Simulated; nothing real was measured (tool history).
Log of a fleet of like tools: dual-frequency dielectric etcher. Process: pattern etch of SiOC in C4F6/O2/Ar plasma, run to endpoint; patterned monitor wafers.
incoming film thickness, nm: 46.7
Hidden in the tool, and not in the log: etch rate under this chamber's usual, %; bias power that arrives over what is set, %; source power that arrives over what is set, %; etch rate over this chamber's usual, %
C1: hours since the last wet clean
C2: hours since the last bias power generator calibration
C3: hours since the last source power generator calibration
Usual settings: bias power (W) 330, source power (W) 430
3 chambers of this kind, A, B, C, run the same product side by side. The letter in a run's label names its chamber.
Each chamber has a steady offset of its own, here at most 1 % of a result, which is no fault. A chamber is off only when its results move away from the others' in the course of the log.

{"run": "1C", "hour": 3.0, "bias power (W)": 330, "source power (W)": 430, "C1": 75.7, "C2": 2113.6, "C3": 899.2, "endpoint time (s)": 17.853}
{"run": "2A", "hour": 6.0, "bias power (W)": 330, "source power (W)": 430, "C1": 136.9, "C2": 174.2, "C3": 2991.0, "endpoint time (s)": 17.736}
{"run": "3B", "hour": 10.4, "bias power (W)": 330, "source power (W)": 430, "C1": 201.5, "C2": 1543.7, "C3": 1064.9, "endpoint time (s)": 17.74}
{"run": "4B", "hour": 17.1, "bias power (W)": 330, "source power (W)": 430, "C1": 208.2, "C2": 1550.4, "C3": 1071.6, "endpoint time (s)": 17.759}
{"run": "5A", "hour": 22.3, "bias power (W)": 330, "source power (W)": 430, "C1": 153.2, "C2": 190.5, "C3": 3007.3, "endpoint time (s)": 17.737}
{"run": "6C", "hour": 28.4, "bias power (W)": 293, "source power (W)": 500, "C1": 101.1, "C2": 2139.0, "C3": 924.6, "endpoint time (s)": 17.543}
{"run": "7B", "hour": 31.9, "bias power (W)": 293, "source power (W)": 500, "C1": 223.0, "C2": 1565.2, "C3": 1086.4, "endpoint time (s)": 17.352}
{"run": "8C", "hour": 35.9, "bias power (W)": 293, "source power (W)": 500, "C1": 108.6, "C2": 2146.5, "C3": 932.1, "endpoint time (s)": 17.683}
{"run": "9A", "hour": 41.8, "bias power (W)": 330, "source power (W)": 430, "C1": 172.7, "C2": 210.0, "C3": 3026.8, "endpoint time (s)": 17.845}
{"run": "10C", "hour": 48.5, "bias power (W)": 330, "source power (W)": 430, "C1": 121.2, "C2": 2159.1, "C3": 944.7, "endpoint time (s)": 17.993}
{"run": "11B", "hour": 54.6, "bias power (W)": 330, "source power (W)": 430, "C1": 245.7, "C2": 1587.9, "C3": 1109.1, "endpoint time (s)": 17.655}
{"run": "12A", "hour": 59.7, "bias power (W)": 330, "source power (W)": 430, "C1": 190.6, "C2": 227.9, "C3": 3044.7, "endpoint time (s)": 17.702}
{"run": "13B", "hour": 62.9, "bias power (W)": 330, "source power (W)": 430, "C1": 254.0, "C2": 1596.2, "C3": 1117.4, "endpoint time (s)": 17.757}
{"run": "14A", "hour": 66.1, "bias power (W)": 330, "source power (W)": 430, "C1": 197.0, "C2": 234.3, "C3": 3051.1, "endpoint time (s)": 17.744}
{"run": "15C", "hour": 69.8, "bias power (W)": 330, "source power (W)": 430, "C1": 142.5, "C2": 2180.4, "C3": 966.0, "endpoint time (s)": 17.917}
{"run": "16A", "hour": 74.9, "bias power (W)": 330, "source power (W)": 430, "C1": 205.8, "C2": 243.1, "C3": 3059.9, "endpoint time (s)": 17.605}
{"run": "17C", "hour": 78.2, "bias power (W)": 330, "source power (W)": 430, "C1": 150.9, "C2": 2188.8, "C3": 974.4, "endpoint time (s)": 17.862}
{"run": "18B", "hour": 84.2, "bias power (W)": 330, "source power (W)": 510, "C1": 275.3, "C2": 1617.5, "C3": 1138.7, "endpoint time (s)": 16.593}
{"run": "19C", "hour": 88.2, "bias power (W)": 330, "source power (W)": 510, "C1": 160.9, "C2": 2198.8, "C3": 984.4, "endpoint time (s)": 16.782}
{"run": "20A", "hour": 92.0, "bias power (W)": 330, "source power (W)": 510, "C1": 222.9, "C2": 260.2, "C3": 3077.0, "endpoint time (s)": 16.558}
{"run": "21B", "hour": 97.9, "bias power (W)": 330, "source power (W)": 430, "C1": 289.0, "C2": 1631.2, "C3": 1152.4, "endpoint time (s)": 17.718}
{"run": "22A", "hour": 101.6, "bias power (W)": 265, "source power (W)": 520, "C1": 232.5, "C2": 269.8, "C3": 3086.6, "endpoint time (s)": 17.776}
{"run": "23B", "hour": 104.6, "bias power (W)": 265, "source power (W)": 520, "C1": 295.7, "C2": 1637.9, "C3": 1159.1, "endpoint time (s)": 17.718}
{"run": "24C", "hour": 108.3, "bias power (W)": 265, "source power (W)": 520, "C1": 181.0, "C2": 2218.9, "C3": 1004.5, "endpoint time (s)": 17.879}
{"run": "25B", "hour": 114.9, "bias power (W)": 330, "source power (W)": 430, "C1": 306.0, "C2": 1648.2, "C3": 1169.4, "endpoint time (s)": 17.779}
{"run": "26A", "hour": 118.7, "bias power (W)": 330, "source power (W)": 430, "C1": 249.6, "C2": 286.9, "C3": 3103.7, "endpoint time (s)": 17.718}
{"run": "27C", "hour": 122.4, "bias power (W)": 330, "source power (W)": 430, "C1": 195.1, "C2": 2233.0, "C3": 1018.6, "endpoint time (s)": 17.796}
{"run": "28C", "hour": 128.8, "bias power (W)": 330, "source power (W)": 430, "C1": 201.5, "C2": 2239.4, "C3": 1025.0, "endpoint time (s)": 17.898}
{"run": "29A", "hour": 135.2, "bias power (W)": 330, "source power (W)": 430, "C1": 266.1, "C2": 303.4, "C3": 3120.2, "endpoint time (s)": 17.731}
{"run": "30B", "hour": 138.2, "bias power (W)": 330, "source power (W)": 430, "C1": 329.3, "C2": 1671.5, "C3": 1192.7, "endpoint time (s)": 17.703}
{"run": "31A", "hour": 144.3, "bias power (W)": 330, "source power (W)": 430, "C1": 275.2, "C2": 312.5, "C3": 3129.3, "endpoint time (s)": 17.836}
{"run": "32C", "hour": 150.7, "bias power (W)": 330, "source power (W)": 430, "C1": 223.4, "C2": 2261.3, "C3": 1046.9, "endpoint time (s)": 17.848}
{"run": "33B", "hour": 156.8, "bias power (W)": 330, "source power (W)": 430, "C1": 347.9, "C2": 1690.1, "C3": 1211.3, "endpoint time (s)": 17.636}
{"run": "34B", "hour": 161.2, "bias power (W)": 330, "source power (W)": 430, "C1": 352.3, "C2": 1694.5, "C3": 1215.7, "endpoint time (s)": 17.686}

What goes on in this fleet: one chamber off, a drifting gauge, or nothing beyond the chambers' own small offsets? Name the chamber and the cause, if any.

No chamber stands off beyond its own small offset, and the gauge holds steady.

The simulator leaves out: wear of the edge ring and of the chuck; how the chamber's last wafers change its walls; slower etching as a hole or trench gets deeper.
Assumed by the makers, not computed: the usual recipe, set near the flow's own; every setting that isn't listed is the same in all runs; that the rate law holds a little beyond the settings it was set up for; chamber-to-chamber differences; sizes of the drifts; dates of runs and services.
